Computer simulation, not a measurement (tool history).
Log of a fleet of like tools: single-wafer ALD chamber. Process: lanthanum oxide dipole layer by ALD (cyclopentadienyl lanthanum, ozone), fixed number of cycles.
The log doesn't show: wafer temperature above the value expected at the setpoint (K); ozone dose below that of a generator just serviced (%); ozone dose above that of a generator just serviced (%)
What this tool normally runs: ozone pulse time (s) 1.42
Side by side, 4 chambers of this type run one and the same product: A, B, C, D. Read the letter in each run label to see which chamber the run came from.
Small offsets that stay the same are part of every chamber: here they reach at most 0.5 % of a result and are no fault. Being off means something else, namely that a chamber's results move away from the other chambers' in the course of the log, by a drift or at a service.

run	hour	ozone pulse time (s)	hours since the last thermocouple change	hours since the last ozone generator service	read-back reference wafer on the same gauge, thickness_nm	mean film thickness on the monitor wafer (angstrom)
1C	2.3	1.42	2198.2	409.2	0.43704	5.4479
2A	4.6	1.42	1450.6	720	0.43707	5.4726
3B	7.5	1.42	324	1019.1	0.43701	5.4231
4D	11.1	1.42	221.1	405.3	0.43726	5.4906
5C	13.3	1.69	2209.2	420.2	0.43725	5.5948
6A	17	1.69	1463	732.4	0.43689	5.6274
7D	21.2	1.69	231.2	415.4	0.43717	5.5606
8B	24	1.69	340.5	1035.6	0.43733	5.5369
9A	26	1.42	1472	741.4	0.43701	5.4671
10B	29.6	1.42	346.1	1041.2	0.43674	5.4435
11D	32.2	1.42	242.2	426.4	0.43706	5.4482
12C	35.8	1.42	2231.7	442.7	0.43721	5.4276
13B	40.1	1.42	356.6	1051.7	0.43659	5.4499
14C	44.7	1.42	2240.6	451.6	0.43711	5.4985
15A	47	1.42	1493	762.4	0.43666	5.4573
16D	49.7	1.42	259.7	443.9	0.43726	5.4849
17B	52.6	1.42	369.1	1064.2	0.43707	5.4286
18A	55.1	1.42	1501.1	770.5	0.4368	5.3967
19D	58	1.42	268	452.2	0.43671	5.4355
20C	62.3	1.42	2258.2	469.2	0.43716	5.4762
21B	64.8	1.42	381.3	1076.4	0.43665	5.4443
22A	69.2	1.42	1515.2	784.6	0.43729	5.4287
23C	71.6	1.42	2267.5	478.5	0.43709	5.4794
24D	74.7	1.42	284.7	468.9	0.43657	5.471
25C	78.5	1.42	2274.4	485.4	0.43705	5.4454
26B	81.6	1.42	398.1	1093.2	0.43688	5.4647
27D	84	1.42	294	478.2	0.43692	5.4551
28A	87.8	1.42	1533.8	803.2	0.43715	5.4641
29C	90.2	1.42	2286.1	497.1	0.43669	5.4445
30A	93.6	1.42	1539.6	809	0.43756	5.482
31D	96.2	1.42	306.2	490.4	0.43721	5.4494
32B	100.3	1.42	416.8	1111.9	0.43689	5.4206
33B	103.7	1.42	420.2	1115.3	0.43682	5.4067
34A	107.4	1.42	1553.4	822.8	0.43665	5.4145
35D	109.4	1.42	319.4	503.6	0.43745	5.4309
36C	112.8	1.06	2308.7	519.7	0.43725	5.1089
37D	115.9	1.06	325.9	510.1	0.43714	5.0525
38B	118.8	1.06	435.3	1130.4	0.43665	5.0934

Which is it: a chamber that has drifted or been left off by a service, a gauge drift common to all chambers, or only each chamber's usual small offset? If a chamber is off, name it and its likeliest cause.

No chamber stands off beyond its own small offset, and the gauge holds steady.
